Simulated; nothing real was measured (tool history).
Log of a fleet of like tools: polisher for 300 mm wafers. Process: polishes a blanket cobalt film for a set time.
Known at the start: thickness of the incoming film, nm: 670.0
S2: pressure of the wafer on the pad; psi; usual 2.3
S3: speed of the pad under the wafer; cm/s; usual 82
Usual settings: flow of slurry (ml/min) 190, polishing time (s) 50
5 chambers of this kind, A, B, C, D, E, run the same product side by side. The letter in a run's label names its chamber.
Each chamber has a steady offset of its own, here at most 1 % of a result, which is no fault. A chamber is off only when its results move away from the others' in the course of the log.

{"run": "1C", "hour": 3.7, "flow of slurry (ml/min)": 190, "S2": 2.3, "S3": 82, "polishing time (s)": 50, "film removed (angstrom)": 2327.3}
{"run": "2B", "hour": 7.2, "flow of slurry (ml/min)": 190, "S2": 2.3, "S3": 82, "polishing time (s)": 50, "film removed (angstrom)": 2328.3}
{"run": "3A", "hour": 13.2, "flow of slurry (ml/min)": 190, "S2": 2.3, "S3": 82, "polishing time (s)": 50, "film removed (angstrom)": 2349.2}
{"run": "4D", "hour": 18.5, "flow of slurry (ml/min)": 190, "S2": 2.3, "S3": 82, "polishing time (s)": 50, "film removed (angstrom)": 2335.7}
{"run": "5E", "hour": 24.1, "flow of slurry (ml/min)": 190, "S2": 2.3, "S3": 82, "polishing time (s)": 50, "film removed (angstrom)": 2342.2}
{"hour": 26.8, "done": "chamber D: worn pad replaced by a new one"}
{"run": "6E", "hour": 28.9, "flow of slurry (ml/min)": 190, "S2": 2.3, "S3": 82, "polishing time (s)": 50, "film removed (angstrom)": 2329.7}
{"run": "7A", "hour": 32.8, "flow of slurry (ml/min)": 190, "S2": 2.3, "S3": 82, "polishing time (s)": 50, "film removed (angstrom)": 2312.8}
{"run": "8B", "hour": 37.0, "flow of slurry (ml/min)": 190, "S2": 2.3, "S3": 82, "polishing time (s)": 50, "film removed (angstrom)": 2360.8}
{"hour": 38.2, "done": "chamber B: worn pad replaced by a new one"}
{"hour": 42.5, "done": "chamber C: worn pad replaced by a new one"}
{"run": "9C", "hour": 42.7, "flow of slurry (ml/min)": 190, "S2": 2.3, "S3": 82, "polishing time (s)": 50, "film removed (angstrom)": 2383.6}
{"run": "10D", "hour": 46.2, "flow of slurry (ml/min)": 190, "S2": 2.3, "S3": 82, "polishing time (s)": 50, "film removed (angstrom)": 2335.8}
{"run": "11E", "hour": 50.6, "flow of slurry (ml/min)": 190, "S2": 2.3, "S3": 82, "polishing time (s)": 50, "film removed (angstrom)": 2368.8}
{"run": "12D", "hour": 53.6, "flow of slurry (ml/min)": 190, "S2": 2.3, "S3": 82, "polishing time (s)": 50, "film removed (angstrom)": 2369.2}
{"hour": 56.8, "done": "chamber E: worn pad replaced by a new one"}
{"run": "13A", "hour": 58.1, "flow of slurry (ml/min)": 190, "S2": 2.3, "S3": 82, "polishing time (s)": 50, "film removed (angstrom)": 2339.9}
{"hour": 63.8, "done": "chamber D: worn pad replaced by a new one"}
{"run": "14B", "hour": 63.9, "flow of slurry (ml/min)": 190, "S2": 2.3, "S3": 82, "polishing time (s)": 50, "film removed (angstrom)": 2339.8}
{"hour": 66.4, "done": "chamber E: slurry nozzle cleaned"}
{"run": "15C", "hour": 68.6, "flow of slurry (ml/min)": 190, "S2": 2.3, "S3": 82, "polishing time (s)": 50, "film removed (angstrom)": 2334.4}
{"hour": 70.7, "done": "chamber A: worn pad replaced by a new one"}
{"hour": 73.4, "done": "chamber D: slurry nozzle cleaned"}
{"run": "16B", "hour": 74.4, "flow of slurry (ml/min)": 190, "S2": 2.3, "S3": 82, "polishing time (s)": 50, "film removed (angstrom)": 2360.3}
{"run": "17A", "hour": 78.6, "flow of slurry (ml/min)": 190, "S2": 2.3, "S3": 82, "polishing time (s)": 50, "film removed (angstrom)": 2309.4}
{"run": "18E", "hour": 84.2, "flow of slurry (ml/min)": 190, "S2": 2.3, "S3": 82, "polishing time (s)": 50, "film removed (angstrom)": 2451.2}
{"run": "19C", "hour": 89.0, "flow of slurry (ml/min)": 135, "S2": 1.6, "S3": 82, "polishing time (s)": 50, "film removed (angstrom)": 1521.4}
{"run": "20D", "hour": 94.8, "flow of slurry (ml/min)": 135, "S2": 1.6, "S3": 82, "polishing time (s)": 50, "film removed (angstrom)": 1560.3}
{"run": "21C", "hour": 101.5, "flow of slurry (ml/min)": 135, "S2": 1.6, "S3": 82, "polishing time (s)": 50, "film removed (angstrom)": 1530.9}
{"hour": 103.9, "done": "chamber D: worn pad replaced by a new one"}
{"run": "22E", "hour": 105.9, "flow of slurry (ml/min)": 135, "S2": 1.6, "S3": 82, "polishing time (s)": 50, "film removed (angstrom)": 1651.5}
{"hour": 109.2, "done": "chamber C: worn pad replaced by a new one"}
{"hour": 109.3, "done": "chamber C: slurry nozzle cleaned"}
{"run": "23B", "hour": 109.4, "flow of slurry (ml/min)": 135, "S2": 1.6, "S3": 82, "polishing time (s)": 50, "film removed (angstrom)": 1529}
{"run": "24D", "hour": 114.2, "flow of slurry (ml/min)": 190, "S2": 2.3, "S3": 82, "polishing time (s)": 50, "film removed (angstrom)": 2372}
{"run": "25A", "hour": 120.5, "flow of slurry (ml/min)": 190, "S2": 2.3, "S3": 82, "polishing time (s)": 50, "film removed (angstrom)": 2344.4}
{"hour": 122.0, "done": "chamber B: worn pad replaced by a new one"}
{"run": "26A", "hour": 127.0, "flow of slurry (ml/min)": 190, "S2": 2.3, "S3": 82, "polishing time (s)": 50, "film removed (angstrom)": 2337.7}
{"run": "27B", "hour": 133.5, "flow of slurry (ml/min)": 190, "S2": 2.3, "S3": 82, "polishing time (s)": 50, "film removed (angstrom)": 2341.8}
{"hour": 136.3, "done": "chamber E: worn pad replaced by a new one"}
{"run": "28D", "hour": 138.2, "flow of slurry (ml/min)": 190, "S2": 2.3, "S3": 82, "polishing time (s)": 50, "film removed (angstrom)": 2335.4}
{"run": "29E", "hour": 142.9, "flow of slurry (ml/min)": 190, "S2": 2.3, "S3": 82, "polishing time (s)": 50, "film removed (angstrom)": 2590.4}
{"run": "30C", "hour": 148.7, "flow of slurry (ml/min)": 190, "S2": 2.3, "S3": 82, "polishing time (s)": 50, "film removed (angstrom)": 2299}

What goes on in this fleet: one chamber off, a drifting gauge, or nothing beyond the chambers' own small offsets? Name the chamber and the cause, if any.

Chamber E drifts away from the others.
Cause: head's pressure above its setpoint, % = 12.1.

Here are 4 candidates for chamber E's next run, each the usual settings with a change, their results left as question marks. Which one brings its results back in line with what the others give on the usual settings?
In line means no further than this from the other chambers' mean on the usual settings: film removed (angstrom) 94
{"run": "31E-1", "hour": 153.6, "flow of slurry (ml/min)": 190, "S2": 2.2, "S3": 82, "polishing time (s)": 47, "film removed (angstrom)": "?"}
{"run": "31E-2", "hour": 153.6, "flow of slurry (ml/min)": 190, "S2": 2.3, "S3": 68, "polishing time (s)": 50, "film removed (angstrom)": "?"}
{"run": "31E-3", "hour": 153.6, "flow of slurry (ml/min)": 195, "S2": 2.3, "S3": 82, "polishing time (s)": 55, "film removed (angstrom)": "?"}
{"run": "31E-4", "hour": 153.6, "flow of slurry (ml/min)": 190, "S2": 2.5, "S3": 82, "polishing time (s)": 55, "film removed (angstrom)": "?"}

The other chambers' mean on the usual settings: film removed (angstrom) 2323.6
run=31E-1 film_removed_(angstrom)=2339.7
run=31E-2 film_removed_(angstrom)=2150
run=31E-3 film_removed_(angstrom)=2870.6
run=31E-4 film_removed_(angstrom)=3105.5
31E-1 brings the chamber back in line.

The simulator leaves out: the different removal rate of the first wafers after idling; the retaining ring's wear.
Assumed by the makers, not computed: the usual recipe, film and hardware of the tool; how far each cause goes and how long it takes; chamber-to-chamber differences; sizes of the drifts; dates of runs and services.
